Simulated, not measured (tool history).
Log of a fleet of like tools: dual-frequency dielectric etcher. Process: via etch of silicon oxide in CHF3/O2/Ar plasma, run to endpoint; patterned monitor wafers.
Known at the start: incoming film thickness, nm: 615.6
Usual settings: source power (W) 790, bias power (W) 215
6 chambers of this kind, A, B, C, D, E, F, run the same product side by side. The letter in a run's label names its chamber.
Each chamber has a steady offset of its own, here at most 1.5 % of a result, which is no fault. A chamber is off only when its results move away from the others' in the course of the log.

Run 1C, hour 7.7: usual settings. Result: endpoint time (s) 264.19.
Run 2F, hour 17.0: usual settings. Result: endpoint time (s) 258.14.
Run 3B, hour 23.6: usual settings. Result: endpoint time (s) 261.59.
Run 4D, hour 35.3: usual settings. Result: endpoint time (s) 267.48.
Run 5E, hour 41.6: usual settings. Result: endpoint time (s) 261.45.
Run 6A, hour 48.6: usual settings. Result: endpoint time (s) 262.06.
At hour 54.2: chamber A: wet clean of the chamber.
Run 7B, hour 57.6: usual settings but source power (W) 880. Result: endpoint time (s) 250.51.
Run 8A, hour 69.0: usual settings but source power (W) 880. Result: endpoint time (s) 253.40.
Run 9D, hour 78.3: usual settings but source power (W) 880. Result: endpoint time (s) 252.06.
Run 10E, hour 83.8: usual settings but source power (W) 880. Result: endpoint time (s) 256.14.
Run 11F, hour 94.4: usual settings but source power (W) 880. Result: endpoint time (s) 247.28.
Run 12C, hour 102.3: usual settings but source power (W) 880. Result: endpoint time (s) 250.17.
At hour 106.7: chamber F: source power generator calibrated.
Run 13A, hour 111.3: usual settings but bias power (W) 181. Result: endpoint time (s) 280.44.
Run 14E, hour 117.8: usual settings but bias power (W) 181. Result: endpoint time (s) 280.19.
Run 15C, hour 124.6: usual settings but bias power (W) 181. Result: endpoint time (s) 275.63.
Run 16B, hour 130.3: usual settings but bias power (W) 181. Result: endpoint time (s) 272.40.
At hour 132.7: chamber E: source power generator calibrated.
At hour 138.3: chamber F: bias power generator calibrated.
Run 17F, hour 141.1: usual settings but bias power (W) 181. Result: endpoint time (s) 277.21.
Run 18D, hour 153.1: usual settings but bias power (W) 181. Result: endpoint time (s) 282.94.
Run 19F, hour 163.1: usual settings. Result: endpoint time (s) 263.15.
Run 20E, hour 174.6: usual settings. Result: endpoint time (s) 263.81.
Run 21C, hour 186.4: usual settings. Result: endpoint time (s) 261.29.
At hour 189.4: chamber B: wet clean of the chamber.
Run 22B, hour 194.8: usual settings. Result: endpoint time (s) 262.96.
Run 23A, hour 202.8: usual settings. Result: endpoint time (s) 266.75.
Run 24D, hour 211.6: usual settings. Result: endpoint time (s) 264.94.
Run 25E, hour 216.9: usual settings. Result: endpoint time (s) 267.99.
Run 26D, hour 225.6: usual settings. Result: endpoint time (s) 265.81.
Run 27A, hour 235.9: usual settings. Result: endpoint time (s) 266.46.
Run 28C, hour 243.3: usual settings. Result: endpoint time (s) 260.65.
Run 29F, hour 252.9: usual settings but source power (W) 720. Result: endpoint time (s) 272.39.
Run 30B, hour 261.1: usual settings but source power (W) 720. Result: endpoint time (s) 270.76.
At hour 267.8: chamber A: source power generator calibrated.
Run 31C, hour 269.7: usual settings but source power (W) 720. Result: endpoint time (s) 271.56.
Run 32B, hour 280.3: usual settings but source power (W) 720. Result: endpoint time (s) 270.58.
Run 33A, hour 291.8: usual settings but source power (W) 720. Result: endpoint time (s) 271.65.
Run 34E, hour 302.8: usual settings but source power (W) 720. Result: endpoint time (s) 271.74.
Run 35F, hour 309.4: usual settings. Result: endpoint time (s) 258.81.
Run 36D, hour 321.1: usual settings but source power (W) 980, bias power (W) 257. Result: endpoint time (s) 227.36.
Run 37D, hour 331.3: usual settings but source power (W) 980, bias power (W) 257. Result: endpoint time (s) 226.84.
Run 38B, hour 337.8: usual settings but source power (W) 980, bias power (W) 257. Result: endpoint time (s) 224.76.
Run 39F, hour 343.2: usual settings but source power (W) 980, bias power (W) 257. Result: endpoint time (s) 225.97.

What goes on in this fleet: one chamber off, a drifting gauge, or nothing beyond the chambers' own small offsets? Name the chamber and the cause, if any.

No chamber stands off beyond its own small offset, and the gauge holds steady.
